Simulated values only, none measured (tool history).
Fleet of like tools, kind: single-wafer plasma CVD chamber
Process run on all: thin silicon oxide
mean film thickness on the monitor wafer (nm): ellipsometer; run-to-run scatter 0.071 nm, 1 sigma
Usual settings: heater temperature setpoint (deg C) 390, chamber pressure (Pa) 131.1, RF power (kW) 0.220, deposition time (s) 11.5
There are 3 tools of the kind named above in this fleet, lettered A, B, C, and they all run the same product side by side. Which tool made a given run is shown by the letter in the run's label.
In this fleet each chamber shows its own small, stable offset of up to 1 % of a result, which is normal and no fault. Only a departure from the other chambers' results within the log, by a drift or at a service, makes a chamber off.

run	hour	heater temperature setpoint (deg C)	chamber pressure (Pa)	RF power (kW)	deposition time (s)	read-back reference wafer on the same gauge, thickness_nm	mean film thickness on the monitor wafer (nm)
1C	9.7	390	131.1	0.220	11.5	18.908	22.136
2A	15.1	390	131.1	0.220	11.5	18.897	21.813
3B	22.0	390	131.1	0.220	11.5	18.908	22.075
4B	30.4	390	131.1	0.220	11.5	18.900	22.097
5C	38.9	390	131.1	0.220	11.5	18.914	22.027
6A	45.7	390	131.1	0.220	11.5	18.920	21.887
7A	52.4	390	131.1	0.220	11.5	18.901	21.820
8C	60.0	390	131.1	0.220	11.5	18.906	22.163
9B	70.2	390	131.1	0.220	11.5	18.899	22.086
# hour 75.6: chamber A: RF generator calibrated
10C	78.2	390	131.1	0.220	11.5	18.899	22.373
11A	85.9	399	131.1	0.220	11.5	18.915	21.715
12B	95.0	399	131.1	0.220	11.5	18.904	21.840
13A	102.5	399	131.1	0.220	11.5	18.903	21.801
14C	108.9	390	131.1	0.220	11.5	18.897	22.392
15B	117.0	390	131.1	0.220	11.5	18.894	22.003
16B	123.9	390	131.1	0.220	11.5	18.903	22.019
17A	131.6	390	131.1	0.220	11.5	18.899	21.845
18C	138.9	390	131.1	0.220	11.5	18.901	22.477
19A	147.6	390	131.1	0.220	11.5	18.899	21.877
20B	154.3	390	131.1	0.220	11.5	18.905	22.003
21C	159.2	390	131.1	0.220	11.5	18.890	22.657
22B	166.7	390	131.1	0.220	11.5	18.902	21.977
23A	176.1	390	131.1	0.220	11.5	18.909	21.925
24C	181.9	390	131.1	0.220	11.5	18.908	22.874
25A	192.1	390	131.1	0.220	11.5	18.890	21.877
# hour 194.4: chamber B: RF generator calibrated
26C	198.6	390	131.1	0.220	11.5	18.886	22.987
27B	203.9	390	131.1	0.220	11.5	18.904	22.014

Which is it: a chamber that has drifted or been left off by a service, a gauge drift common to all chambers, or only each chamber's usual small offset? If a chamber is off, name it and its likeliest cause.

Chamber C drifts away from the others.
Most likely cause: true pressure above the setpoint (%) = 7.16.

Below are 4 candidate recipes for chamber C's next run, each the usual settings with a change, their results shown as question marks. Which of them brings C's results back in line with what the other chambers give on the usual settings?
In-line tolerance around the mean of the other chambers on the usual settings: mean film thickness on the monitor wafer (nm) 0.250
28C-1	211.3	390	131.1	0.230	12.5		?
28C-2	211.3	390	123.6	0.215	10.9		?
28C-3	211.3	390	131.1	0.215	11.1		?
28C-4	211.3	390	138.1	0.225	11.5		?

Mean of the other chambers on the usual settings: mean film thickness on the monitor wafer (nm) 22.005
run	mean film thickness on the monitor wafer (nm)
28C-1	25.607
28C-2	20.795
28C-3	22.031
28C-4	24.161
The right change is 28C-3: it brings the chamber back within the allowed miss of the others.

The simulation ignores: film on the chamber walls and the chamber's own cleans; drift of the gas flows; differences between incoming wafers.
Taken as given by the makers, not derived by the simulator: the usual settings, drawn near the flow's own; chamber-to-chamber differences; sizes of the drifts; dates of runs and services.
